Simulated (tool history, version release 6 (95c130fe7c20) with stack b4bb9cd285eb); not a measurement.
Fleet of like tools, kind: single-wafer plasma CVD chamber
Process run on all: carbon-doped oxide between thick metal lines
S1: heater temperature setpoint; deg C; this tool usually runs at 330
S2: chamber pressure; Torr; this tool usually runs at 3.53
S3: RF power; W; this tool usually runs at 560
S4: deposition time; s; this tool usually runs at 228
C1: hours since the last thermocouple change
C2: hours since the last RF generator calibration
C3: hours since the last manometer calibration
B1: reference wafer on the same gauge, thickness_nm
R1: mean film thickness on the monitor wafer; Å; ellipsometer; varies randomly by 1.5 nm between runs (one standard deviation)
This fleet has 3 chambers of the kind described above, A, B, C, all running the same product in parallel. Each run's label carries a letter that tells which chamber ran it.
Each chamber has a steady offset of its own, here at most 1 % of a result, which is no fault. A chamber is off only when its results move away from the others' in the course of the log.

run,hour,S1,S2,S3,S4,C1,C2,C3,B1,R1
# hour 8.7: chamber A: capacitance manometer re-zeroed and calibrated
1C,13.3,330,3.53,560,228,2474.2,543.9,590.3,1030.2,12355
2A,22.5,330,3.53,560,228,980.8,114.1,13.8,1030.5,12285
3B,31.2,330,3.53,560,228,548.6,992.1,878.2,1030.7,12279
4A,42.9,330,3.53,560,228,1001.2,134.5,34.2,1030.8,12243
# hour 53: chamber A: thermocouple changed; heater temperature recalibrated
5C,57.1,330,3.53,560,270,2518,587.7,634.1,1030.7,14635
6B,64.3,330,3.53,560,270,581.7,1025.2,911.3,1031,14583
7C,78.9,330,3.53,560,270,2539.8,609.5,655.9,1031.1,14647
8A,91.4,330,3.53,560,228,38.5,183,82.7,1031.5,12279
9B,101.5,330,3.53,560,228,618.9,1062.4,948.5,1031.4,12321
10A,113.1,330,4.25,560,201,60.2,204.7,104.4,1031.7,11109
11B,128.3,330,4.25,560,201,645.7,1089.2,975.3,1031.8,11170
12C,142.5,330,4.25,560,201,2603.4,673.1,719.5,1031.9,11204
13B,158.6,330,3.53,560,228,676,1119.5,1005.6,1032.2,12340
14C,172.3,335,4.34,560,228,2633.2,702.9,749.3,1032.7,12549
15A,180.3,335,4.34,560,228,127.4,271.9,171.6,1032.8,12491
16C,191.6,335,4.34,560,228,2652.5,722.2,768.6,1032.8,12525
17A,205.3,330,3.53,560,228,152.4,296.9,196.6,1032.9,12286
18B,217.7,330,3.53,560,228,735.1,1178.6,1064.7,1032.9,12328
19B,232.5,330,3.53,560,228,749.9,1193.4,1079.5,1033.4,12369
20C,240.9,330,3.53,560,228,2701.8,771.5,817.9,1033.6,12362
21A,255.4,330,2.86,560,228,202.5,347,246.7,1033.9,12036
22A,267.9,330,2.86,560,228,215,359.5,259.2,1033.7,12050
23B,280.4,330,2.86,560,228,797.8,1241.3,1127.4,1034.4,12089
24C,288.6,330,3.53,560,228,2749.5,819.2,865.6,1034.1,12414
25B,297.7,330,3.84,560,228,815.1,1258.6,1144.7,1034.8,12483
26C,310,330,3.84,560,228,2770.9,840.6,887,1034.5,12532
27A,318.4,330,3.84,560,228,265.5,410,309.7,1034.7,12468
28A,326.9,325,3.53,560,247,274,418.5,318.2,1034.6,13594
29B,339,325,3.53,560,247,856.4,1299.9,1186,1035.1,13638

Has any chamber moved away from the others, gradually or after a service, or does the common gauge drift, or do the chambers differ only by their own small steady offsets? State the chamber and the most likely cause if one applies.

Every chamber seems to shift together because the gauge that measures them all drifts; the chambers themselves are fine.
What lies behind it: gauge reads high (%) = 0.496.

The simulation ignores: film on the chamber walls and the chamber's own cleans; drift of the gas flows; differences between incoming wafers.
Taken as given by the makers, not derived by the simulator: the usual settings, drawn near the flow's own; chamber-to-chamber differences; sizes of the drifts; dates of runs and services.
